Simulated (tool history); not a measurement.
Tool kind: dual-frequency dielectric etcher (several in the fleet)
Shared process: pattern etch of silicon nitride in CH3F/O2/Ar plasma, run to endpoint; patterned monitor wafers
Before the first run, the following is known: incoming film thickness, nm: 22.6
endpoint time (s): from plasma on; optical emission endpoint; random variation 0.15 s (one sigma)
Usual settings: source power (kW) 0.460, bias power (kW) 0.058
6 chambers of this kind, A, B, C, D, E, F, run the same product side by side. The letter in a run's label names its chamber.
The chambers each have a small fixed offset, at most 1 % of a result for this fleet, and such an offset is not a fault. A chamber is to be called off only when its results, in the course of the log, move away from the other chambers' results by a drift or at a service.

| run | hour | source power (kW) | bias power (kW) | endpoint time (s) |
|---|---|---|---|---|
| 1E | 6.7 | 0.460 | 0.058 | 33.354 |
| 2F | 15.2 | 0.460 | 0.058 | 33.296 |
| 3B | 24.0 | 0.460 | 0.058 | 33.186 |
| 4A | 32.1 | 0.460 | 0.058 | 33.695 |
| 5C | 38.6 | 0.460 | 0.058 | 33.471 |
| 6D | 49.0 | 0.460 | 0.058 | 33.317 |
| 7E | 55.2 | 0.460 | 0.058 | 33.325 |
| 8F | 66.8 | 0.460 | 0.058 | 33.094 |
| 9D | 72.6 | 0.460 | 0.058 | 33.363 |
| 10B | 80.7 | 0.460 | 0.064 | 32.243 |
| 11C | 91.2 | 0.460 | 0.064 | 32.565 |
| 12A | 99.9 | 0.460 | 0.064 | 32.673 |
| 13E | 110.4 | 0.460 | 0.064 | 32.284 |
| 14B | 121.9 | 0.460 | 0.064 | 32.264 |
|  | 132.1 | chamber E: wet clean of the chamber |
| 15A | 132.1 | 0.460 | 0.064 | 32.566 |
| 16C | 143.2 | 0.460 | 0.058 | 33.962 |
| 17F | 152.4 | 0.460 | 0.058 | 33.312 |
| 18D | 158.3 | 0.460 | 0.058 | 33.419 |
| 19E | 169.5 | 0.460 | 0.058 | 33.418 |
| 20F | 180.2 | 0.460 | 0.058 | 33.041 |
| 21D | 186.4 | 0.460 | 0.058 | 33.321 |
| 22B | 192.2 | 0.460 | 0.058 | 33.139 |
| 23C | 204.1 | 0.460 | 0.058 | 34.104 |
| 24A | 215.3 | 0.460 | 0.058 | 33.730 |
| 25C | 225.9 | 0.460 | 0.058 | 34.429 |
| 26A | 237.7 | 0.460 | 0.058 | 33.692 |
| 27E | 244.3 | 0.460 | 0.058 | 33.311 |
| 28B | 254.4 | 0.460 | 0.058 | 33.218 |
| 29F | 265.0 | 0.460 | 0.058 | 33.081 |
|  | 271.7 | chamber A: wet clean of the chamber |
| 30D | 274.6 | 0.460 | 0.058 | 33.140 |
| 31F | 283.3 | 0.460 | 0.069 | 31.043 |
| 32D | 291.5 | 0.460 | 0.069 | 31.651 |
| 33E | 302.0 | 0.460 | 0.069 | 31.715 |
| 34B | 313.4 | 0.460 | 0.069 | 31.454 |
| 35C | 320.9 | 0.460 | 0.069 | 32.976 |
| 36A | 327.6 | 0.460 | 0.069 | 31.655 |
|  | 335.8 | chamber F: wet clean of the chamber |
| 37C | 337.2 | 0.460 | 0.058 | 35.114 |
| 38D | 347.3 | 0.460 | 0.058 | 33.327 |
| 39F | 353.3 | 0.460 | 0.067 | 31.907 |
| 40B | 364.8 | 0.460 | 0.067 | 32.045 |
| 41A | 374.9 | 0.460 | 0.067 | 31.963 |
| 42E | 383.7 | 0.460 | 0.067 | 31.785 |

All chambers now run identical settings, listed one chamber a line with results as question marks. What results will each chamber show?
| 43A | 392.8 | 0.460 | 0.058 | ? |
| 43B | 392.8 | 0.460 | 0.058 | ? |
| 43C | 392.8 | 0.460 | 0.058 | ? |
| 43D | 392.8 | 0.460 | 0.058 | ? |
| 43E | 392.8 | 0.460 | 0.058 | ? |
| 43F | 392.8 | 0.460 | 0.058 | ? |

| run | endpoint time (s) |
|---|---|
| 43A | 33.394 |
| 43B | 33.247 |
| 43C | 35.402 |
| 43D | 33.404 |
| 43E | 32.985 |
| 43F | 33.268 |

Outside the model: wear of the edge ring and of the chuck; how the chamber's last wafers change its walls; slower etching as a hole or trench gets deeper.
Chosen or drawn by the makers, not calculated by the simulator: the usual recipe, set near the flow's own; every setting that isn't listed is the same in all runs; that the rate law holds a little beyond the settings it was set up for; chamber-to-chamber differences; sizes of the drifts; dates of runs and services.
